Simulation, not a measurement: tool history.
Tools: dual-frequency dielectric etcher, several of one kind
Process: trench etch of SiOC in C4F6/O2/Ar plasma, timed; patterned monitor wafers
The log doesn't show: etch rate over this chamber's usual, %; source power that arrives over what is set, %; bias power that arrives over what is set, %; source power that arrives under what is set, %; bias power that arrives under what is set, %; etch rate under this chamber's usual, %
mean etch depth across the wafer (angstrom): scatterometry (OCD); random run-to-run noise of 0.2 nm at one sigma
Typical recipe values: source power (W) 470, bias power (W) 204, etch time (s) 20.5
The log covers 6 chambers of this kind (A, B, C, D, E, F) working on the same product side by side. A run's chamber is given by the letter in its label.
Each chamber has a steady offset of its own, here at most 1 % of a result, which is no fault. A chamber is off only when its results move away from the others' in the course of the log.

run	hour	source power (W)	bias power (W)	etch time (s)	hours since the last wet clean	hours since the last source power generator calibration	hours since the last bias power generator calibration	read-back reference wafer on the same gauge, depth_nm	mean etch depth across the wafer (angstrom)
1E	6.9	470	204	20.5	185.7	3315.8	566.2	51.058	469.12
2F	10.2	470	204	20.5	271.0	530.7	1777.3	51.128	475.59
3B	13.8	470	204	20.5	141.5	1651.9	2251.1	51.104	474.94
# hour 16.6: chamber A: wet clean of the chamber
4D	18.0	470	204	20.5	346.6	1234.5	1990.3	51.096	473.26
5C	21.8	470	204	20.5	193.6	880.4	358.8	51.113	467.74
6A	27.5	470	204	20.5	11.0	1762.4	2500.8	51.114	475.89
7C	35.1	470	204	20.5	206.9	893.7	372.1	51.114	465.03
8A	39.8	470	204	20.5	23.3	1774.7	2513.1	51.069	475.73
9B	46.8	470	204	20.5	174.5	1684.9	2284.1	51.088	471.36
10F	54.3	470	204	20.5	315.1	574.8	1821.4	51.069	472.64
11E	61.1	520	204	18.0	239.9	3370.0	620.4	51.065	430.32
12D	64.4	520	204	18.0	393.0	1280.9	2036.7	51.146	432.27
13B	68.0	520	204	18.0	195.7	1706.1	2305.3	51.126	428.65
14D	74.1	520	204	18.0	402.7	1290.6	2046.4	51.044	431.84
15F	77.6	520	204	18.0	338.4	598.1	1844.7	51.184	429.71
16E	84.6	520	204	18.0	263.4	3393.5	643.9	51.094	429.22
17A	89.8	470	204	20.5	73.3	1824.7	2563.1	51.168	476.41
18C	97.4	470	204	20.5	269.2	956.0	434.4	51.102	469.35
19C	101.8	470	204	20.5	273.6	960.4	438.8	51.112	469.20
20E	107.8	470	204	20.5	286.6	3416.7	667.1	51.058	469.25
21B	112.1	470	204	20.5	239.8	1750.2	2349.4	51.124	472.29
# hour 113.7: chamber F: wet clean of the chamber
22A	119.3	470	204	20.5	102.8	1854.2	2592.6	51.085	476.45
# hour 124.7: chamber A: bias power generator calibrated
23F	126.2	470	204	20.5	12.6	646.7	1893.3	51.062	456.37
24D	132.9	470	204	20.5	461.5	1349.4	2105.2	51.072	471.46
25B	137.1	470	204	20.5	264.8	1775.2	2374.4	51.073	471.41
26C	142.4	470	204	20.5	314.2	1001.0	479.4	51.131	466.96
27E	145.8	470	204	20.5	324.6	3454.7	705.1	51.154	472.33
28F	153.2	470	204	20.5	39.6	673.7	1920.3	51.083	457.02
29D	157.3	470	204	20.5	485.9	1373.8	2129.6	51.078	474.59
30A	162.2	470	204	20.5	145.7	1897.1	37.6	51.046	477.72
31D	166.4	470	204	20.5	495.0	1382.9	2138.7	51.088	472.71
32B	170.0	470	204	20.5	297.7	1808.1	2407.3	51.075	470.31
33F	175.0	470	204	20.5	61.4	695.5	1942.1	51.114	457.15
# hour 180.5: chamber D: wet clean of the chamber
34A	181.9	470	204	20.5	165.4	1916.8	57.3	51.130	476.52
35C	187.3	470	204	20.5	359.1	1045.9	524.3	51.136	469.26
36E	192.6	470	204	20.5	371.4	3501.5	751.9	51.040	470.36
37D	198.8	470	204	20.5	18.4	1415.3	2171.1	51.062	470.79
38E	202.8	470	204	20.5	381.6	3511.7	762.1	51.056	469.53

All chambers now run identical settings, listed one chamber a line with results as question marks. What results will each chamber show?
39A	208.3	470	204	20.5					?
39B	208.3	470	204	20.5					?
39C	208.3	470	204	20.5					?
39D	208.3	470	204	20.5					?
39E	208.3	470	204	20.5					?
39F	208.3	470	204	20.5					?

run	mean etch depth across the wafer (angstrom)
39A	477.62
39B	469.60
39C	468.86
39D	472.94
39E	470.37
39F	458.27
